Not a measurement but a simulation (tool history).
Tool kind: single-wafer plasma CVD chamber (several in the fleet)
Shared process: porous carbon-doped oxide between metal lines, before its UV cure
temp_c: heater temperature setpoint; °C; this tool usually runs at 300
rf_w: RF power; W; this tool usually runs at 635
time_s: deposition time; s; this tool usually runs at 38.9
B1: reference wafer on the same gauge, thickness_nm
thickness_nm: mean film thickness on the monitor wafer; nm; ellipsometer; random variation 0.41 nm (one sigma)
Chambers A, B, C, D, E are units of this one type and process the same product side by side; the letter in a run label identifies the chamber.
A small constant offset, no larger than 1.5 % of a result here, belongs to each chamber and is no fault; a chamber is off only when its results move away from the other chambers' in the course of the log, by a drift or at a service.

Run 1D, hour 5.1: usual settings; B1 242.10. Result: thickness_nm 246.89 nm.
Run 2A, hour 9.8: usual settings; B1 242.19. Result: thickness_nm 247.71 nm.
Run 3C, hour 14.5: usual settings; B1 242.03. Result: thickness_nm 244.76 nm.
Run 4E, hour 17.9: usual settings; B1 242.17. Result: thickness_nm 242.45 nm.
Run 5B, hour 21.8: usual settings; B1 242.34. Result: thickness_nm 247.51 nm.
Run 6D, hour 25.0: usual settings; B1 242.39. Result: thickness_nm 246.85 nm.
Run 7C, hour 27.9: usual settings; B1 242.23. Result: thickness_nm 244.70 nm.
Run 8B, hour 31.8: usual settings but rf_w 595 W; B1 242.46. Result: thickness_nm 236.69 nm.
Run 9E, hour 36.4: usual settings but rf_w 595 W; B1 242.52. Result: thickness_nm 232.47 nm.
Run 10A, hour 41.1: usual settings but rf_w 595 W; B1 242.60. Result: thickness_nm 237.13 nm.
Run 11D, hour 46.3: usual settings but rf_w 595 W; B1 242.68. Result: thickness_nm 237.41 nm.
Run 12E, hour 48.8: usual settings but rf_w 595 W; B1 242.50. Result: thickness_nm 233.27 nm.
Run 13B, hour 51.7: usual settings; B1 242.64. Result: thickness_nm 246.73 nm.
Run 14C, hour 54.1: usual settings; B1 242.66. Result: thickness_nm 245.47 nm.
Run 15A, hour 57.6: usual settings but temp_c 313 °C, time_s 43.7 s; B1 242.78. Result: thickness_nm 258.44 nm.
Run 16B, hour 61.5: usual settings but temp_c 313 °C, time_s 43.7 s; B1 242.78. Result: thickness_nm 258.92 nm.
Run 17C, hour 64.5: usual settings but temp_c 313 °C, time_s 43.7 s; B1 242.86. Result: thickness_nm 255.87 nm.
Run 18A, hour 68.4: usual settings but temp_c 313 °C, time_s 43.7 s; B1 242.84. Result: thickness_nm 257.85 nm.
Run 19D, hour 71.4: usual settings but temp_c 313 °C, time_s 43.7 s; B1 242.91. Result: thickness_nm 259.09 nm.
Run 20E, hour 74.0: usual settings but rf_w 585 W, time_s 34.0 s; B1 243.08. Result: thickness_nm 203.00 nm.
Run 21E, hour 76.8: usual settings but rf_w 585 W, time_s 34.0 s; B1 243.03. Result: thickness_nm 202.75 nm.
Run 22D, hour 79.5: usual settings but rf_w 585 W, time_s 34.0 s; B1 243.10. Result: thickness_nm 206.56 nm.
Run 23A, hour 84.0: usual settings but rf_w 585 W, time_s 34.0 s; B1 243.09. Result: thickness_nm 206.36 nm.
Run 24B, hour 87.8: usual settings but rf_w 585 W, time_s 34.0 s; B1 243.18. Result: thickness_nm 205.46 nm.
Run 25C, hour 90.6: usual settings; B1 243.23. Result: thickness_nm 246.33 nm.
Run 26C, hour 95.9: usual settings; B1 243.31. Result: thickness_nm 246.80 nm.
Run 27E, hour 98.5: usual settings; B1 243.26. Result: thickness_nm 244.20 nm.
Run 28A, hour 101.2: usual settings but time_s 46.2 s; B1 243.27. Result: thickness_nm 293.74 nm.
Run 29B, hour 105.0: usual settings but time_s 46.2 s; B1 243.42. Result: thickness_nm 293.80 nm.
Run 30D, hour 107.5: usual settings but time_s 46.2 s; B1 243.35. Result: thickness_nm 293.39 nm.
Run 31C, hour 111.4: usual settings but time_s 46.2 s; B1 243.52. Result: thickness_nm 291.61 nm.
Run 32E, hour 114.5: usual settings but time_s 46.2 s; B1 243.40. Result: thickness_nm 288.37 nm.
Run 33A, hour 116.8: usual settings; B1 243.47. Result: thickness_nm 249.13 nm.
Run 34B, hour 121.0: usual settings; B1 243.58. Result: thickness_nm 248.03 nm.
Run 35D, hour 123.3: usual settings but temp_c 313 °C; B1 243.58. Result: thickness_nm 231.47 nm.
Run 36D, hour 126.6: usual settings but temp_c 313 °C; B1 243.70. Result: thickness_nm 231.22 nm.

Each of the 5 chambers runs these same settings next. Fill in every chamber's results:
Run 37A, hour 130.4: usual settings. Result: thickness_nm ?.
Run 37B, hour 130.4: usual settings. Result: thickness_nm ?.
Run 37C, hour 130.4: usual settings. Result: thickness_nm ?.
Run 37D, hour 130.4: usual settings. Result: thickness_nm ?.
Run 37E, hour 130.4: usual settings. Result: thickness_nm ?.

run  thickness_nm
37A        248.68
37B        248.21
37C        246.65
37D        248.25
37E        243.80

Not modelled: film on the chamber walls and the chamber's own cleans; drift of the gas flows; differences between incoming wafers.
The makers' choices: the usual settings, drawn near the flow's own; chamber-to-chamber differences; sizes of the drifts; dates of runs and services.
